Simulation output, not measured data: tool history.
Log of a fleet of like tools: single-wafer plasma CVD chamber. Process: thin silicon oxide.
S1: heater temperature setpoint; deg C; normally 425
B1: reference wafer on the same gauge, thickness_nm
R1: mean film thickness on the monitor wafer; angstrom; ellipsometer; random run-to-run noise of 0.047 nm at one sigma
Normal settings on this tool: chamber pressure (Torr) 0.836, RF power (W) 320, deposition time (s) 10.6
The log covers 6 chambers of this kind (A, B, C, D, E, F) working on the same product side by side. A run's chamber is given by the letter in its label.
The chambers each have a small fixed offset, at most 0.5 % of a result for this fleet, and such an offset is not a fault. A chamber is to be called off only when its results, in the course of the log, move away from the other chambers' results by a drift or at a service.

Run 1A, hour 3.6: usual settings; B1 23.004. Result: R1 204.51 angstrom.
Run 2D, hour 8.1: usual settings; B1 22.998. Result: R1 205.71 angstrom.
Run 3B, hour 11.6: usual settings; B1 23.008. Result: R1 204.97 angstrom.
Run 4E, hour 15.4: usual settings; B1 22.994. Result: R1 205.52 angstrom.
Run 5F, hour 18.4: usual settings; B1 22.991. Result: R1 204.28 angstrom.
Run 6C, hour 21.3: usual settings; B1 22.989. Result: R1 205.46 angstrom.
Run 7E, hour 26.9: usual settings; B1 23.004. Result: R1 203.61 angstrom.
Run 8A, hour 31.5: usual settings; B1 23.001. Result: R1 204.43 angstrom.
Run 9D, hour 34.6: usual settings but chamber pressure (Torr) 0.937, RF power (W) 380; B1 22.996. Result: R1 241.54 angstrom.
Run 10F, hour 38.5: usual settings but chamber pressure (Torr) 0.937, RF power (W) 380; B1 23.008. Result: R1 240.48 angstrom.
Run 11C, hour 44.4: usual settings but chamber pressure (Torr) 0.937, RF power (W) 380; B1 23.009. Result: R1 241.72 angstrom.
Run 12B, hour 50.5: usual settings but chamber pressure (Torr) 0.937, RF power (W) 380; B1 23.001. Result: R1 240.17 angstrom.
Run 13C, hour 55.7: usual settings but chamber pressure (Torr) 0.937, RF power (W) 380; B1 23. Result: R1 240.96 angstrom.
Run 14B, hour 61.9: usual settings but chamber pressure (Torr) 0.937, RF power (W) 380; B1 22.997. Result: R1 241.63 angstrom.
Run 15F, hour 66.5: usual settings; B1 23.004. Result: R1 204.64 angstrom.
Run 16A, hour 72.8: usual settings but S1 418 deg C, RF power (W) 275; B1 23.005. Result: R1 191.8 angstrom.
Run 17D, hour 75.7: usual settings but S1 418 deg C, RF power (W) 275; B1 23.003. Result: R1 192.83 angstrom.
Run 18E, hour 82: usual settings but S1 418 deg C, RF power (W) 275; B1 23.001. Result: R1 193.1 angstrom.
Run 19E, hour 87.8: usual settings but S1 418 deg C, RF power (W) 275; B1 23.007. Result: R1 192.21 angstrom.
Run 20B, hour 93.3: usual settings but S1 418 deg C, RF power (W) 275; B1 23.003. Result: R1 193.14 angstrom.
Run 21A, hour 97.2: usual settings but S1 418 deg C, RF power (W) 275; B1 23. Result: R1 192.15 angstrom.
Run 22D, hour 100.3: usual settings; B1 22.994. Result: R1 204.82 angstrom.
Run 23F, hour 104.1: usual settings; B1 23. Result: R1 204.46 angstrom.
Run 24C, hour 107.1: usual settings; B1 22.99. Result: R1 206.07 angstrom.
Run 25D, hour 110.3: usual settings; B1 22.998. Result: R1 205.47 angstrom.
Run 26E, hour 114.3: usual settings; B1 23.003. Result: R1 202.74 angstrom.
Run 27F, hour 118.7: usual settings; B1 22.994. Result: R1 203.51 angstrom.
Run 28A, hour 123.6: usual settings; B1 22.989. Result: R1 204.23 angstrom.
Run 29C, hour 128.3: usual settings; B1 22.996. Result: R1 204.86 angstrom.
At hour 131.5: chamber D: thermocouple changed; heater temperature recalibrated.
Run 30B, hour 132.8: usual settings; B1 23.02. Result: R1 204.86 angstrom.
Run 31E, hour 137.7: usual settings; B1 22.994. Result: R1 202.47 angstrom.
Run 32F, hour 143.7: usual settings; B1 23.009. Result: R1 204.34 angstrom.
Run 33D, hour 147.7: usual settings; B1 22.99. Result: R1 205.28 angstrom.
Run 34B, hour 152.7: usual settings; B1 23.01. Result: R1 206.5 angstrom.
Run 35A, hour 159.1: usual settings; B1 22.996. Result: R1 204.07 angstrom.
Run 36C, hour 163.7: usual settings; B1 22.998. Result: R1 205.77 angstrom.
Run 37C, hour 167.5: usual settings; B1 23.005. Result: R1 205.43 angstrom.
Run 38D, hour 170.7: usual settings but chamber pressure (Torr) 0.671, RF power (W) 295; B1 23.005. Result: R1 158.46 angstrom.

Has any chamber moved away from the others, gradually or after a service, or does the common gauge drift, or do the chambers differ only by their own small steady offsets? State the chamber and the most likely cause if one applies.

One chamber, E, drifts off from the rest bit by bit.
Cause: true pressure below the setpoint (%) = 2.82.
The log may not tell that from: delivered RF power below the setpoint (%).

Below are 4 candidate recipes for chamber E's next run, each the usual settings with a change, their results shown as question marks. Which of them brings E's results back in line with what the other chambers give on the usual settings?
In line means no further than this from the other chambers' mean on the usual settings: R1 1.6 angstrom
Run 39E-1, hour 175.3: usual settings but chamber pressure (Torr) 0.845. Result: R1 ?.
Run 39E-2, hour 175.3: usual settings but S1 426 deg C, RF power (W) 300. Result: R1 ?.
Run 39E-3, hour 175.3: usual settings but chamber pressure (Torr) 0.848, deposition time (s) 10.7. Result: R1 ?.
Run 39E-4, hour 175.3: usual settings but RF power (W) 310. Result: R1 ?.

What the other chambers average on the usual settings: R1 204.8 angstrom
  run      R1
39E-1  201.74
39E-2  194.55
39E-3  204.33
39E-4  197.23
It is 39E-3 that realigns the chamber with its peers.
